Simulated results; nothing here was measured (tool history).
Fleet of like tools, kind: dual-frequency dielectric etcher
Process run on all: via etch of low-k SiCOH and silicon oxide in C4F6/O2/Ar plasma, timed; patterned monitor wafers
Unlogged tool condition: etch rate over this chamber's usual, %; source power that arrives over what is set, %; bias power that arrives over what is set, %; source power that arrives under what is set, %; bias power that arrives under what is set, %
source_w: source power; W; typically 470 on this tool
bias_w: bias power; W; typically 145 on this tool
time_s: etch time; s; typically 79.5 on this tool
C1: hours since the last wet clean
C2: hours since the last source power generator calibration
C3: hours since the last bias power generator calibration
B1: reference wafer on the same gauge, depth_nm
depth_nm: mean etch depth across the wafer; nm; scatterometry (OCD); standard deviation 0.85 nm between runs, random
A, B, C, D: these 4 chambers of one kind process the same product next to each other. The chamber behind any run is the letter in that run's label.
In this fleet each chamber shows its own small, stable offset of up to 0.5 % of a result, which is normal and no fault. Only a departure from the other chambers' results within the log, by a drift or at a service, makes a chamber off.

Run 1D, hour 2.2: usual settings; C1 231.9; C2 1800.6; C3 328.1; B1 226.98. Result: depth_nm 221.4 nm.
Run 2A, hour 4.6: usual settings; C1 21.7; C2 1531.3; C3 4336.4; B1 227.01. Result: depth_nm 221.88 nm.
Run 3C, hour 9.2: usual settings; C1 348.6; C2 723.7; C3 148.5; B1 227. Result: depth_nm 220.76 nm.
Run 4B, hour 13.7: usual settings; C1 546.5; C2 3252.6; C3 2303.3; B1 227.03. Result: depth_nm 223.13 nm.
Run 5A, hour 17.3: usual settings; C1 34.4; C2 1544; C3 4349.1; B1 226.95. Result: depth_nm 221.63 nm.
Run 6D, hour 19.9: usual settings; C1 249.6; C2 1818.3; C3 345.8; B1 226.91. Result: depth_nm 222.08 nm.
Run 7B, hour 22.7: usual settings; C1 555.5; C2 3261.6; C3 2312.3; B1 227.1. Result: depth_nm 222.24 nm.
At hour 24.6: chamber B: wet clean of the chamber.
Run 8C, hour 25.8: usual settings; C1 365.2; C2 740.3; C3 165.1; B1 227.15. Result: depth_nm 222.41 nm.
Run 9A, hour 29.9: usual settings; C1 47; C2 1556.6; C3 4361.7; B1 227.11. Result: depth_nm 221.01 nm.
Run 10C, hour 32.5: usual settings; C1 371.9; C2 747; C3 171.8; B1 227.18. Result: depth_nm 222.36 nm.
At hour 34.3: chamber A: bias power generator calibrated.
Run 11D, hour 35.7: usual settings; C1 265.4; C2 1834.1; C3 361.6; B1 226.96. Result: depth_nm 221.61 nm.
Run 12B, hour 40: usual settings; C1 15.4; C2 3278.9; C3 2329.6; B1 226.86. Result: depth_nm 223.66 nm.
Run 13C, hour 42.4: usual settings; C1 381.8; C2 756.9; C3 181.7; B1 226.75. Result: depth_nm 221.06 nm.
Run 14D, hour 47: usual settings; C1 276.7; C2 1845.4; C3 372.9; B1 226.82. Result: depth_nm 222.25 nm.
Run 15A, hour 51.8: usual settings; C1 68.9; C2 1578.5; C3 17.5; B1 227.18. Result: depth_nm 222.18 nm.
Run 16B, hour 55.6: usual settings; C1 31; C2 3294.5; C3 2345.2; B1 226.89. Result: depth_nm 223.65 nm.
Run 17C, hour 60.3: usual settings; C1 399.7; C2 774.8; C3 199.6; B1 226.71. Result: depth_nm 220.39 nm.
Run 18B, hour 65.1: usual settings; C1 40.5; C2 3304; C3 2354.7; B1 227.05. Result: depth_nm 221.6 nm.
Run 19A, hour 67.5: usual settings but time_s 90 s; C1 84.6; C2 1594.2; C3 33.2; B1 226.97. Result: depth_nm 249.89 nm.
Run 20D, hour 72.6: usual settings but time_s 90 s; C1 302.3; C2 1871; C3 398.5; B1 226.87. Result: depth_nm 251.38 nm.
Run 21D, hour 77.4: usual settings but time_s 90 s; C1 307.1; C2 1875.8; C3 403.3; B1 226.9. Result: depth_nm 251.53 nm.
Run 22C, hour 82.5: usual settings but time_s 90 s; C1 421.9; C2 797; C3 221.8; B1 227. Result: depth_nm 250.5 nm.
Run 23A, hour 85.1: usual settings but source_w 390 W, time_s 65.5 s; C1 102.2; C2 1611.8; C3 50.8; B1 227. Result: depth_nm 169.43 nm.
Run 24B, hour 89.7: usual settings but source_w 390 W, time_s 65.5 s; C1 65.1; C2 3328.6; C3 2379.3; B1 227.25. Result: depth_nm 171.25 nm.
Run 25D, hour 93.4: usual settings but source_w 390 W, time_s 65.5 s; C1 323.1; C2 1891.8; C3 419.3; B1 227.07. Result: depth_nm 169.41 nm.
Run 26B, hour 97.7: usual settings but source_w 390 W, time_s 65.5 s; C1 73.1; C2 3336.6; C3 2387.3; B1 227.02. Result: depth_nm 170.6 nm.
Run 27A, hour 100.8: usual settings; C1 117.9; C2 1627.5; C3 66.5; B1 227.09. Result: depth_nm 221.45 nm.
Run 28C, hour 104.4: usual settings; C1 443.8; C2 818.9; C3 243.7; B1 226.86. Result: depth_nm 221.15 nm.
Run 29B, hour 107.6: usual settings; C1 83; C2 3346.5; C3 2397.2; B1 227.14. Result: depth_nm 223.08 nm.
Run 30D, hour 110: usual settings; C1 339.7; C2 1908.4; C3 435.9; B1 227.24. Result: depth_nm 221.99 nm.
Run 31C, hour 113.6: usual settings; C1 453; C2 828.1; C3 252.9; B1 226.88. Result: depth_nm 220.67 nm.
Run 32A, hour 115.9: usual settings but bias_w 117 W; C1 133; C2 1642.6; C3 81.6; B1 226.96. Result: depth_nm 208.43 nm.
Run 33C, hour 118.5: usual settings but bias_w 117 W; C1 457.9; C2 833; C3 257.8; B1 226.7. Result: depth_nm 208.35 nm.
Run 34D, hour 122: usual settings but bias_w 117 W; C1 351.7; C2 1920.4; C3 447.9; B1 226.88. Result: depth_nm 209.25 nm.
Run 35A, hour 126.1: usual settings but bias_w 117 W; C1 143.2; C2 1652.8; C3 91.8; B1 226.75. Result: depth_nm 207.56 nm.
Run 36B, hour 129.7: usual settings; C1 105.1; C2 3368.6; C3 2419.3; B1 227.15. Result: depth_nm 223.2 nm.
Run 37B, hour 132.5: usual settings; C1 107.9; C2 3371.4; C3 2422.1; B1 226.94. Result: depth_nm 223.83 nm.
Run 38A, hour 136: usual settings; C1 153.1; C2 1662.7; C3 101.7; B1 226.85. Result: depth_nm 221.91 nm.
Run 39C, hour 138.8: usual settings; C1 478.2; C2 853.3; C3 278.1; B1 227.16. Result: depth_nm 221.29 nm.
Run 40D, hour 143.4: usual settings but time_s 67 s; C1 373.1; C2 1941.8; C3 469.3; B1 227.04. Result: depth_nm 188.34 nm.
Run 41D, hour 148.3: usual settings but time_s 67 s; C1 378; C2 1946.7; C3 474.2; B1 227.03. Result: depth_nm 185.43 nm.
Run 42C, hour 152.6: usual settings but time_s 67 s; C1 492; C2 867.1; C3 291.9; B1 227.03. Result: depth_nm 186.51 nm.
Run 43A, hour 154.9: usual settings but time_s 67 s; C1 172; C2 1681.6; C3 120.6; B1 226.91. Result: depth_nm 186.51 nm.
Run 44B, hour 159.1: usual settings; C1 134.5; C2 3398; C3 2448.7; B1 227.12. Result: depth_nm 223.04 nm.

One chamber off, gauge drift, or nothing amiss beyond the chambers' own small offsets? If it is a chamber, which one, and what is the likeliest cause?

Neither any chamber nor the gauge drifts; the chambers differ only by their own small, steady offsets.

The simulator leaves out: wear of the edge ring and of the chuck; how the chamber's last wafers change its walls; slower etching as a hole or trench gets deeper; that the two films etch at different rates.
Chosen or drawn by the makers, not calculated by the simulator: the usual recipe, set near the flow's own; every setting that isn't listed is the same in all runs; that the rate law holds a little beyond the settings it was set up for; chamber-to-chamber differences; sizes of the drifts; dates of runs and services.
